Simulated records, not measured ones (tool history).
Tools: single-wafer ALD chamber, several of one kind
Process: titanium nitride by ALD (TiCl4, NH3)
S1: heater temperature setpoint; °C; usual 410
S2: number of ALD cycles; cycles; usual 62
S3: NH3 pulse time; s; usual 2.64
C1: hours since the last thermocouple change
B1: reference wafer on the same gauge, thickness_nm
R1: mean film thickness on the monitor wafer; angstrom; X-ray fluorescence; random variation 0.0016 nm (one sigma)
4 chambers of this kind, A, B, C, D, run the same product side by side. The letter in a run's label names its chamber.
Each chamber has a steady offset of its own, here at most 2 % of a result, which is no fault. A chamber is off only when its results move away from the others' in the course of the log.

| run | hour | S1 | S2 | S3 | C1 | B1 | R1 |
|---|---|---|---|---|---|---|---|
| 1C | 8.8 | 410 | 62 | 2.64 | 1044.3 | 1.1705 | 13.903 |
| 2A | 17.6 | 410 | 62 | 2.64 | 923.7 | 1.1704 | 13.633 |
| 3B | 29 | 410 | 62 | 2.64 | 1430.1 | 1.1704 | 13.926 |
| 4D | 37.8 | 410 | 62 | 2.64 | 964.1 | 1.1709 | 13.748 |
| 5C | 45.4 | 410 | 62 | 2.64 | 1080.9 | 1.1709 | 13.887 |
| 6D | 54.4 | 410 | 62 | 2.64 | 980.7 | 1.1715 | 13.738 |
| 7B | 63.8 | 403 | 62 | 3.16 | 1464.9 | 1.1716 | 13.988 |
| 8A | 73.2 | 403 | 62 | 3.16 | 979.3 | 1.1719 | 13.711 |
| 9C | 79 | 403 | 62 | 3.16 | 1114.5 | 1.1718 | 13.936 |
| 10A | 84.8 | 403 | 62 | 3.16 | 990.9 | 1.1718 | 13.7 |
| 11D | 94.4 | 410 | 62 | 2.64 | 1020.7 | 1.1723 | 13.751 |
| 12B | 100.7 | 410 | 62 | 2.64 | 1501.8 | 1.1726 | 13.972 |
| 13B | 109.3 | 410 | 62 | 2.64 | 1510.4 | 1.1729 | 13.931 |
| 14A | 121 | 410 | 62 | 2.64 | 1027.1 | 1.1727 | 13.629 |
| 15C | 130.1 | 410 | 62 | 2.64 | 1165.6 | 1.1731 | 13.909 |
| 16D | 141.2 | 410 | 62 | 2.64 | 1067.5 | 1.1733 | 13.739 |
| 17C | 150.4 | 410 | 67 | 2.64 | 1185.9 | 1.1736 | 14.994 |
| 18B | 158.3 | 410 | 67 | 2.64 | 1559.4 | 1.1736 | 15.103 |
| 19D | 168.3 | 410 | 67 | 2.64 | 1094.6 | 1.1739 | 14.847 |
| 20A | 180 | 410 | 67 | 2.64 | 1086.1 | 1.1743 | 14.766 |
| 21D | 191 | 410 | 62 | 2.64 | 1117.3 | 1.1745 | 13.779 |
| 22A | 202.1 | 410 | 62 | 2.64 | 1108.2 | 1.1751 | 13.657 |
| 23C | 210.3 | 410 | 62 | 2.64 | 1245.8 | 1.1752 | 13.907 |
| 24B | 216.1 | 410 | 62 | 2.64 | 1617.2 | 1.1752 | 14.022 |
| 25C | 221.6 | 410 | 62 | 2.64 | 1257.1 | 1.175 | 13.912 |
| 26D | 229.3 | 410 | 62 | 2.64 | 1155.6 | 1.1757 | 13.769 |

Is one chamber off against the others, does the gauge drift, or is nothing wrong? If a chamber is off, say which, and what the likeliest cause is.

The gauge drifts, so all chambers seem to drift together. No chamber is off.
Cause: gauge reads high (%) = 0.483.
